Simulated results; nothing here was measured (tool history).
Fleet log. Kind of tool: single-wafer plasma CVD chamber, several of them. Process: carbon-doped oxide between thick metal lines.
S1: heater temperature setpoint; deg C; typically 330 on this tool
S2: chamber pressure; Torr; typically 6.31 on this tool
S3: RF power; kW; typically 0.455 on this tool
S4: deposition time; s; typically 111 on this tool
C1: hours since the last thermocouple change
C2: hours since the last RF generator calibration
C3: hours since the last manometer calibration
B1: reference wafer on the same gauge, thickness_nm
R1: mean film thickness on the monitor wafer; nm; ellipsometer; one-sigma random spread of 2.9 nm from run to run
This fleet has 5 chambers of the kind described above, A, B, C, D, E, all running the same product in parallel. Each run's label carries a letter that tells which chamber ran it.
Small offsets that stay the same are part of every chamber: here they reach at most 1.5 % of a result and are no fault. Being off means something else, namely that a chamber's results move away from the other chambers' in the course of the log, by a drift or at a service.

| run | hour | S1 | S2 | S3 | S4 | C1 | C2 | C3 | B1 | R1 |
|---|---|---|---|---|---|---|---|---|---|---|
| 1D | 3.8 | 330 | 6.31 | 0.455 | 111 | 858.3 | 1856.2 | 1530.9 | 646.49 | 582.28 |
| 2B | 10.7 | 330 | 6.31 | 0.455 | 111 | 598.4 | 97.4 | 909.4 | 647.47 | 583.01 |
| 3A | 14 | 330 | 6.31 | 0.455 | 111 | 1235.8 | 622.6 | 644.1 | 646.76 | 566.69 |
| 4C | 20.9 | 330 | 6.31 | 0.455 | 111 | 1382 | 1385.9 | 824.1 | 646.43 | 577.01 |
| 5E | 28 | 330 | 6.31 | 0.455 | 111 | 659.1 | 301.9 | 632.1 | 646.65 | 576.47 |
| 6D | 31.2 | 330 | 6.31 | 0.455 | 111 | 885.7 | 1883.6 | 1558.3 | 646.68 | 578.69 |
| 7C | 38.1 | 330 | 6.31 | 0.455 | 111 | 1399.2 | 1403.1 | 841.3 | 646.62 | 580 |
| 8A | 44.5 | 330 | 6.31 | 0.455 | 111 | 1266.3 | 653.1 | 674.6 | 646.92 | 572.33 |
| 9B | 50.3 | 330 | 6.31 | 0.455 | 111 | 638 | 137 | 949 | 647.22 | 585.21 |
| 10E | 55.5 | 330 | 6.31 | 0.455 | 111 | 686.6 | 329.4 | 659.6 | 647.05 | 573.03 |
| 11E | 61.9 | 330 | 6.31 | 0.455 | 111 | 693 | 335.8 | 666 | 647.29 | 577.83 |
| 12C | 66.4 | 330 | 6.31 | 0.455 | 111 | 1427.5 | 1431.4 | 869.6 | 646.56 | 575.42 |
| 13B | 69.6 | 330 | 6.31 | 0.455 | 111 | 657.3 | 156.3 | 968.3 | 647.14 | 582.52 |
| 14A | 76.4 | 330 | 6.31 | 0.455 | 111 | 1298.2 | 685 | 706.5 | 645.79 | 570.05 |
| 15D | 81.4 | 330 | 6.31 | 0.455 | 111 | 935.9 | 1933.8 | 1608.5 | 646.83 | 587.61 |
| 16D | 86.4 | 330 | 6.31 | 0.455 | 111 | 940.9 | 1938.8 | 1613.5 | 646.99 | 583.7 |
| 17B | 91.2 | 330 | 6.31 | 0.455 | 111 | 678.9 | 177.9 | 989.9 | 646.59 | 582.92 |
| 18A | 95.2 | 330 | 6.31 | 0.455 | 111 | 1317 | 703.8 | 725.3 | 647.72 | 572.79 |
| 19C | 101.2 | 330 | 6.31 | 0.455 | 111 | 1462.3 | 1466.2 | 904.4 | 646.68 | 579.87 |
| 20E | 108.1 | 330 | 6.31 | 0.455 | 111 | 739.2 | 382 | 712.2 | 646.24 | 571.57 |
| 21E | 114.8 | 330 | 6.31 | 0.455 | 111 | 745.9 | 388.7 | 718.9 | 647.74 | 578.24 |
| 22B | 118.9 | 330 | 6.31 | 0.455 | 111 | 706.6 | 205.6 | 1017.6 | 646.65 | 576.73 |
| 23A | 124.7 | 318 | 6.31 | 0.455 | 96 | 1346.5 | 733.3 | 754.8 | 646.76 | 515.6 |
| 24C | 131.7 | 318 | 6.31 | 0.455 | 96 | 1492.8 | 1496.7 | 934.9 | 647.51 | 523.5 |
| 25D | 136.9 | 318 | 6.31 | 0.455 | 96 | 991.4 | 1989.3 | 1664 | 647.2 | 526.44 |
| 26C | 142.2 | 318 | 6.31 | 0.455 | 96 | 1503.3 | 1507.2 | 945.4 | 647.26 | 520.04 |
| 27A | 146 | 318 | 6.31 | 0.455 | 96 | 1367.8 | 754.6 | 776.1 | 647.21 | 514.95 |
| 28D | 152.3 | 330 | 6.83 | 0.455 | 91 | 1006.8 | 2004.7 | 1679.4 | 647.37 | 486.72 |
| 29B | 156.9 | 330 | 6.83 | 0.455 | 91 | 744.6 | 243.6 | 1055.6 | 646.09 | 483.05 |
| 30E | 161.5 | 330 | 6.83 | 0.455 | 91 | 792.6 | 435.4 | 765.6 | 646.5 | 474.99 |
| 31C | 167.3 | 330 | 6.83 | 0.455 | 91 | 1528.4 | 1532.3 | 970.5 | 646.57 | 480.68 |
| 32E | 172.1 | 330 | 6.83 | 0.455 | 91 | 803.2 | 446 | 776.2 | 646.19 | 477.33 |
| 33B | 177.5 | 330 | 6.31 | 0.455 | 111 | 765.2 | 264.2 | 1076.2 | 647 | 587.16 |
|  | 178.5 | chamber C: RF generator calibrated |
| 34A | 181.6 | 330 | 6.31 | 0.455 | 111 | 1403.4 | 790.2 | 811.7 | 646.86 | 570.93 |
| 35D | 188.8 | 330 | 6.31 | 0.455 | 111 | 1043.3 | 2041.2 | 1715.9 | 647.33 | 581.39 |
| 36C | 194.7 | 330 | 6.31 | 0.455 | 111 | 1555.8 | 16.3 | 997.9 | 646.86 | 581.62 |
| 37E | 200 | 330 | 6.31 | 0.455 | 111 | 831.1 | 473.9 | 804.1 | 647.96 | 579.24 |
| 38D | 205.4 | 330 | 6.31 | 0.455 | 111 | 1059.9 | 2057.8 | 1732.5 | 646.92 | 586.39 |
| 39A | 212.4 | 330 | 7.81 | 0.455 | 111 | 1434.2 | 821 | 842.5 | 646.71 | 581.7 |

Read the log: is a single chamber off, either drifting away or since a service, is the gauge that measures every chamber drifting, or is nothing wrong beyond small per-chamber offsets? Name any odd chamber and what most likely caused it.

No chamber stands off beyond its own small offset, and the gauge holds steady.

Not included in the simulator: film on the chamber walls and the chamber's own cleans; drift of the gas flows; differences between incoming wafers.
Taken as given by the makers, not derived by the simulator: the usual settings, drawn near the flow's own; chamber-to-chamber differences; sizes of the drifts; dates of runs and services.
